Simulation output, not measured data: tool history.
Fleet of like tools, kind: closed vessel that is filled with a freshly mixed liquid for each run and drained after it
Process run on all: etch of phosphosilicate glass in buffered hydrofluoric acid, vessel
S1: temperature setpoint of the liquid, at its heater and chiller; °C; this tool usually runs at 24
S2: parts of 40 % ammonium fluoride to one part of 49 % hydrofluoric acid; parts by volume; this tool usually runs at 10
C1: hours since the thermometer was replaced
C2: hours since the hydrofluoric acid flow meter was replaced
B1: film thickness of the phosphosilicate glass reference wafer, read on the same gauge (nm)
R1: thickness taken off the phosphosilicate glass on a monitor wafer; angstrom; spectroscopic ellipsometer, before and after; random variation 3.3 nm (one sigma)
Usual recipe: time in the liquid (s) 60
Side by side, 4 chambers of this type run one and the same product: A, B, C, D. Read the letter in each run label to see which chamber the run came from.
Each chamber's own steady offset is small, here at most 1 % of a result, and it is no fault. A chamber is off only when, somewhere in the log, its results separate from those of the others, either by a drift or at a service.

Run 1B, day 0.221: usual settings; C1 101.4; C2 647.1; B1 149.98. Result: R1 3473.2 angstrom.
Run 2D, day 0.45: usual settings; C1 1430; C2 1409.7; B1 150.01. Result: R1 3395.4 angstrom.
Run 3C, day 0.754: usual settings; C1 1148; C2 661.8; B1 150.01. Result: R1 3463.2 angstrom.
Run 4A, day 1.004: usual settings; C1 760.8; C2 570.9; B1 150.01. Result: R1 3489.4 angstrom.
Run 5B, day 1.475: usual settings; C1 131.5; C2 677.2; B1 150. Result: R1 3495.9 angstrom.
At day 1.6: chamber D: hydrofluoric acid flow meter replaced.
Run 6A, day 1.867: usual settings; C1 781.5; C2 591.6; B1 149.99. Result: R1 3446.3 angstrom.
Run 7C, day 2.279: usual settings; C1 1184.6; C2 698.4; B1 149.98. Result: R1 3463.3 angstrom.
Run 8D, day 2.496: usual settings; C1 1479.1; C2 21.5; B1 150.01. Result: R1 3436.9 angstrom.
Run 9A, day 2.854: usual settings; C1 805.2; C2 615.3; B1 150.01. Result: R1 3485.6 angstrom.
Run 10C, day 3.288: usual settings; C1 1208.8; C2 722.6; B1 149.99. Result: R1 3445.1 angstrom.
Run 11D, day 3.542: usual settings but S1 26 °C, time in the liquid (s) 40; C1 1504.2; C2 46.6; B1 150.01. Result: R1 2613.9 angstrom.
Run 12B, day 3.85: usual settings but S1 26 °C, time in the liquid (s) 40; C1 188.5; C2 734.2; B1 150.02. Result: R1 2570.2 angstrom.
At day 4.188: chamber C: hydrofluoric acid flow meter replaced.
Run 13A, day 4.304: usual settings but S1 26 °C, time in the liquid (s) 40; C1 840; C2 650.1; B1 150.02. Result: R1 2471.6 angstrom.
Run 14C, day 4.733: usual settings but S1 26 °C, time in the liquid (s) 40; C1 1243.5; C2 13.2; B1 150. Result: R1 2535.4 angstrom.
Run 15B, day 5.083: usual settings; C1 218.1; C2 763.8; B1 150. Result: R1 3481.5 angstrom.
Run 16D, day 5.417: usual settings but S1 26 °C, S2 7.5 parts by volume; C1 1549.2; C2 91.6; B1 149.98. Result: R1 5065.6 angstrom.
Run 17A, day 5.867: usual settings but S1 26 °C, S2 7.5 parts by volume; C1 877.5; C2 687.6; B1 149.99. Result: R1 4804.1 angstrom.
Run 18D, day 6.112: usual settings but S1 26 °C, S2 7.5 parts by volume; C1 1565.9; C2 108.3; B1 150. Result: R1 4966.9 angstrom.
Run 19C, day 6.454: usual settings but S1 26 °C, S2 7.5 parts by volume; C1 1284.8; C2 54.5; B1 149.99. Result: R1 4981 angstrom.
Run 20B, day 6.696: usual settings; C1 256.8; C2 802.5; B1 150. Result: R1 3408.3 angstrom.
Run 21B, day 7.162: usual settings; C1 268; C2 813.7; B1 150.01. Result: R1 3392.3 angstrom.
Run 22A, day 7.646: usual settings; C1 920.2; C2 730.3; B1 150.03. Result: R1 3216.4 angstrom.
Run 23D, day 8: usual settings; C1 1611.2; C2 153.6; B1 150. Result: R1 3453.8 angstrom.
Run 24C, day 8.425: usual settings; C1 1332.1; C2 101.8; B1 149.98. Result: R1 3423.3 angstrom.
Run 25A, day 8.692: usual settings; C1 945.3; C2 755.4; B1 150. Result: R1 3198 angstrom.
Run 26C, day 8.992: usual settings; C1 1345.7; C2 115.4; B1 149.99. Result: R1 3378.5 angstrom.
Run 27B, day 9.312: usual settings; C1 319.6; C2 865.3; B1 150.02. Result: R1 3441.4 angstrom.

All 4 chambers run these settings next. Forecast each chamber's results:
Run 28A, day 9.662: usual settings but S2 13.5 parts by volume. Result: R1 ?.
Run 28B, day 9.662: usual settings but S2 13.5 parts by volume. Result: R1 ?.
Run 28C, day 9.662: usual settings but S2 13.5 parts by volume. Result: R1 ?.
Run 28D, day 9.662: usual settings but S2 13.5 parts by volume. Result: R1 ?.

run      R1
28A  2388.2
28B  2532.4
28C  2554.3
28D  2588.1

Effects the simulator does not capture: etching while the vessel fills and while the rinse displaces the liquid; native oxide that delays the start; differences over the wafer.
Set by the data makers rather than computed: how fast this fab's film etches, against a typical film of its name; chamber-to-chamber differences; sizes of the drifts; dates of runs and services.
